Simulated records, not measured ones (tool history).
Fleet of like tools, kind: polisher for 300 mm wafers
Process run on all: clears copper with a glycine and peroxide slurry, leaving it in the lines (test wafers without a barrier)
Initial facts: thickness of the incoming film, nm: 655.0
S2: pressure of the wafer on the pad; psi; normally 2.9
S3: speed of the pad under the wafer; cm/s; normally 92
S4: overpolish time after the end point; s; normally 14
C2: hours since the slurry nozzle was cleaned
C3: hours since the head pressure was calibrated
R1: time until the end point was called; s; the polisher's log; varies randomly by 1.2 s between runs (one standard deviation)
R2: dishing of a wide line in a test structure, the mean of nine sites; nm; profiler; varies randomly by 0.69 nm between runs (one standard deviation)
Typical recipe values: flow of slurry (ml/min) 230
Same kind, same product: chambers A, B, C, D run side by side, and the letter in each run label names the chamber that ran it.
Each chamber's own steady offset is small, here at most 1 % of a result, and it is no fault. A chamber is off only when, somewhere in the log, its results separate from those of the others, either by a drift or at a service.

run 1C hour=4.5 | flow_of_slurry_(ml/min)=230 S2=2.9 S3=92 S4=14 | wafers_polished_on_this_pad=215 C2=5.6 C3=745.3 | R1=109.200 R2=52.890
run 2D hour=11.8 | flow_of_slurry_(ml/min)=230 S2=2.9 S3=92 S4=14 | wafers_polished_on_this_pad=406 C2=367.9 C3=294.7 | R1=111.950 R2=52.460
run 3A hour=18.6 | flow_of_slurry_(ml/min)=230 S2=2.9 S3=92 S4=14 | wafers_polished_on_this_pad=612 C2=209.7 C3=679.0 | R1=111.190 R2=51.575
run 4B hour=27.0 | flow_of_slurry_(ml/min)=230 S2=2.9 S3=92 S4=14 | wafers_polished_on_this_pad=552 C2=217.6 C3=897.9 | R1=113.690 R2=50.892
-- hour=29.3 chamber D: worn pad replaced by a new one
run 5A hour=32.3 | flow_of_slurry_(ml/min)=230 S2=2.9 S3=92 S4=14 | wafers_polished_on_this_pad=734 C2=223.4 C3=692.7 | R1=113.430 R2=52.733
-- hour=38.1 chamber B: slurry nozzle cleaned
run 6B hour=40.6 | flow_of_slurry_(ml/min)=230 S2=2.9 S3=92 S4=14 | wafers_polished_on_this_pad=672 C2=2.5 C3=911.5 | R1=113.660 R2=51.036
run 7D hour=46.0 | flow_of_slurry_(ml/min)=230 S2=2.9 S3=92 S4=14 | wafers_polished_on_this_pad=148 C2=402.1 C3=328.9 | R1=110.810 R2=52.040
-- hour=52.0 chamber B: worn pad replaced by a new one
run 8C hour=52.0 | flow_of_slurry_(ml/min)=230 S2=2.9 S3=92 S4=14 | wafers_polished_on_this_pad=637 C2=53.1 C3=792.8 | R1=113.130 R2=51.828
run 9A hour=56.6 | flow_of_slurry_(ml/min)=230 S2=2.9 S3=92 S4=14 | wafers_polished_on_this_pad=949 C2=247.7 C3=717.0 | R1=113.590 R2=51.384
run 10B hour=61.2 | flow_of_slurry_(ml/min)=230 S2=2.9 S3=92 S4=14 | wafers_polished_on_this_pad=82 C2=23.1 C3=932.1 | R1=111.800 R2=51.604
run 11D hour=68.6 | flow_of_slurry_(ml/min)=230 S2=2.9 S3=92 S4=14 | wafers_polished_on_this_pad=349 C2=424.7 C3=351.5 | R1=112.430 R2=51.088
run 12C hour=76.1 | flow_of_slurry_(ml/min)=230 S2=2.9 S3=92 S4=14 | wafers_polished_on_this_pad=851 C2=77.2 C3=816.9 | R1=111.300 R2=49.525
run 13A hour=81.2 | flow_of_slurry_(ml/min)=230 S2=2.9 S3=92 S4=14 | wafers_polished_on_this_pad=1168 C2=272.3 C3=741.6 | R1=113.980 R2=51.491
run 14B hour=86.9 | flow_of_slurry_(ml/min)=230 S2=2.9 S3=74 S4=14 | wafers_polished_on_this_pad=310 C2=48.8 C3=957.8 | R1=131.340 R2=44.915
run 15C hour=93.2 | flow_of_slurry_(ml/min)=230 S2=2.9 S3=74 S4=14 | wafers_polished_on_this_pad=1003 C2=94.3 C3=834.0 | R1=132.650 R2=45.600
-- hour=94.5 chamber A: worn pad replaced by a new one
run 16D hour=97.0 | flow_of_slurry_(ml/min)=230 S2=2.9 S3=74 S4=14 | wafers_polished_on_this_pad=601 C2=453.1 C3=379.9 | R1=131.230 R2=45.631
-- hour=98.4 chamber D: head pressure recalibrated
-- hour=105.2 chamber D: worn pad replaced by a new one
run 17A hour=105.2 | flow_of_slurry_(ml/min)=230 S2=2.9 S3=74 S4=14 | wafers_polished_on_this_pad=95 C2=296.3 C3=765.6 | R1=133.040 R2=44.489
run 18C hour=110.4 | flow_of_slurry_(ml/min)=230 S2=2.9 S3=92 S4=14 | wafers_polished_on_this_pad=1155 C2=111.5 C3=851.2 | R1=113.860 R2=50.642
run 19B hour=118.0 | flow_of_slurry_(ml/min)=230 S2=2.9 S3=92 S4=14 | wafers_polished_on_this_pad=586 C2=79.9 C3=988.9 | R1=111.270 R2=51.484
run 20D hour=125.4 | flow_of_slurry_(ml/min)=230 S2=2.9 S3=92 S4=14 | wafers_polished_on_this_pad=180 C2=481.5 C3=27.0 | R1=113.340 R2=51.388
run 21C hour=130.6 | flow_of_slurry_(ml/min)=230 S2=2.9 S3=92 S4=14 | wafers_polished_on_this_pad=1335 C2=131.7 C3=871.4 | R1=114.770 R2=49.752
run 22A hour=134.8 | flow_of_slurry_(ml/min)=230 S2=2.0 S3=92 S4=14 | wafers_polished_on_this_pad=358 C2=325.9 C3=795.2 | R1=150.370 R2=41.743
run 23D hour=138.6 | flow_of_slurry_(ml/min)=230 S2=2.0 S3=92 S4=14 | wafers_polished_on_this_pad=297 C2=494.7 C3=40.2 | R1=151.950 R2=40.010
run 24B hour=144.2 | flow_of_slurry_(ml/min)=230 S2=2.0 S3=92 S4=14 | wafers_polished_on_this_pad=819 C2=106.1 C3=1015.1 | R1=151.400 R2=40.559
run 25C hour=149.8 | flow_of_slurry_(ml/min)=230 S2=2.0 S3=92 S4=14 | wafers_polished_on_this_pad=1505 C2=150.9 C3=890.6 | R1=153.840 R2=39.177
-- hour=151.3 chamber B: worn pad replaced by a new one
run 26B hour=156.4 | flow_of_slurry_(ml/min)=230 S2=2.1 S3=92 S4=19 | wafers_polished_on_this_pad=45 C2=118.3 C3=1027.3 | R1=142.730 R2=53.044
run 27A hour=164.9 | flow_of_slurry_(ml/min)=230 S2=2.1 S3=92 S4=19 | wafers_polished_on_this_pad=626 C2=356.0 C3=825.3 | R1=144.740 R2=53.270
run 28D hour=170.1 | flow_of_slurry_(ml/min)=230 S2=2.1 S3=92 S4=19 | wafers_polished_on_this_pad=577 C2=526.2 C3=71.7 | R1=142.550 R2=54.324
-- hour=174.3 chamber D: worn pad replaced by a new one
run 29C hour=175.0 | flow_of_slurry_(ml/min)=230 S2=2.1 S3=92 S4=19 | wafers_polished_on_this_pad=1729 C2=176.1 C3=915.8 | R1=145.800 R2=50.888
run 30A hour=182.8 | flow_of_slurry_(ml/min)=230 S2=2.9 S3=92 S4=14 | wafers_polished_on_this_pad=785 C2=373.9 C3=843.2 | R1=112.090 R2=51.247
run 31D hour=188.6 | flow_of_slurry_(ml/min)=230 S2=2.9 S3=92 S4=14 | wafers_polished_on_this_pad=127 C2=544.7 C3=90.2 | R1=110.400 R2=52.506
-- hour=191.2 chamber D: slurry nozzle cleaned
run 32B hour=194.0 | flow_of_slurry_(ml/min)=230 S2=2.9 S3=92 S4=14 | wafers_polished_on_this_pad=379 C2=155.9 C3=1064.9 | R1=110.470 R2=51.406
run 33C hour=200.5 | flow_of_slurry_(ml/min)=230 S2=2.9 S3=92 S4=14 | wafers_polished_on_this_pad=1956 C2=201.6 C3=941.3 | R1=117.740 R2=47.784
run 34D hour=209.0 | flow_of_slurry_(ml/min)=230 S2=3.3 S3=92 S4=11 | wafers_polished_on_this_pad=308 C2=17.8 C3=110.6 | R1=102.010 R2=46.989
run 35B hour=217.5 | flow_of_slurry_(ml/min)=230 S2=3.3 S3=92 S4=11 | wafers_polished_on_this_pad=588 C2=179.4 C3=1088.4 | R1=99.975 R2=45.322
run 36A hour=225.6 | flow_of_slurry_(ml/min)=230 S2=3.3 S3=92 S4=11 | wafers_polished_on_this_pad=1165 C2=416.7 C3=886.0 | R1=101.240 R2=47.538
run 37C hour=233.6 | flow_of_slurry_(ml/min)=230 S2=3.3 S3=92 S4=11 | wafers_polished_on_this_pad=2250 C2=234.7 C3=974.4 | R1=105.940 R2=43.816
run 38D hour=242.2 | flow_of_slurry_(ml/min)=230 S2=2.9 S3=92 S4=14 | wafers_polished_on_this_pad=603 C2=51.0 C3=143.8 | R1=111.400 R2=51.674

One chamber off, gauge drift, or nothing amiss beyond the chambers' own small offsets? If it is a chamber, which one, and what is the likeliest cause?

One chamber, C, drifts off from the rest bit by bit.
Cause: removal rate lost through wear of the pad, % = 5.69.
From this log alone, it may not be told apart from: slurry flow missing at the pad, %; head's pressure below its setpoint, %.

Here are 4 candidates for chamber C's next run, each the usual settings with a change, their results left as question marks. Which one brings its results back in line with what the others give on the usual settings?
In-line tolerance around the mean of the other chambers on the usual settings: R1 4.100 s; R2 2.400 nm
run 39C-1 hour=248.3 | flow_of_slurry_(ml/min)=230 S2=2.8 S3=88 S4=14 | R1=? R2=?
run 39C-2 hour=248.3 | flow_of_slurry_(ml/min)=235 S2=3.1 S3=98 S4=14 | R1=? R2=?
run 39C-3 hour=248.3 | flow_of_slurry_(ml/min)=225 S2=2.7 S3=86 S4=14 | R1=? R2=?
run 39C-4 hour=248.3 | flow_of_slurry_(ml/min)=230 S2=3.0 S3=96 S4=14 | R1=? R2=?

On the usual settings, the other chambers give on average: R1 112.040 s; R2 51.299 nm
run=39C-1 R1=126.550 R2=46.399
run=39C-2 R1=106.300 R2=52.967
run=39C-3 R1=133.060 R2=44.599
run=39C-4 R1=111.420 R2=51.119
39C-4 brings the chamber back in line.
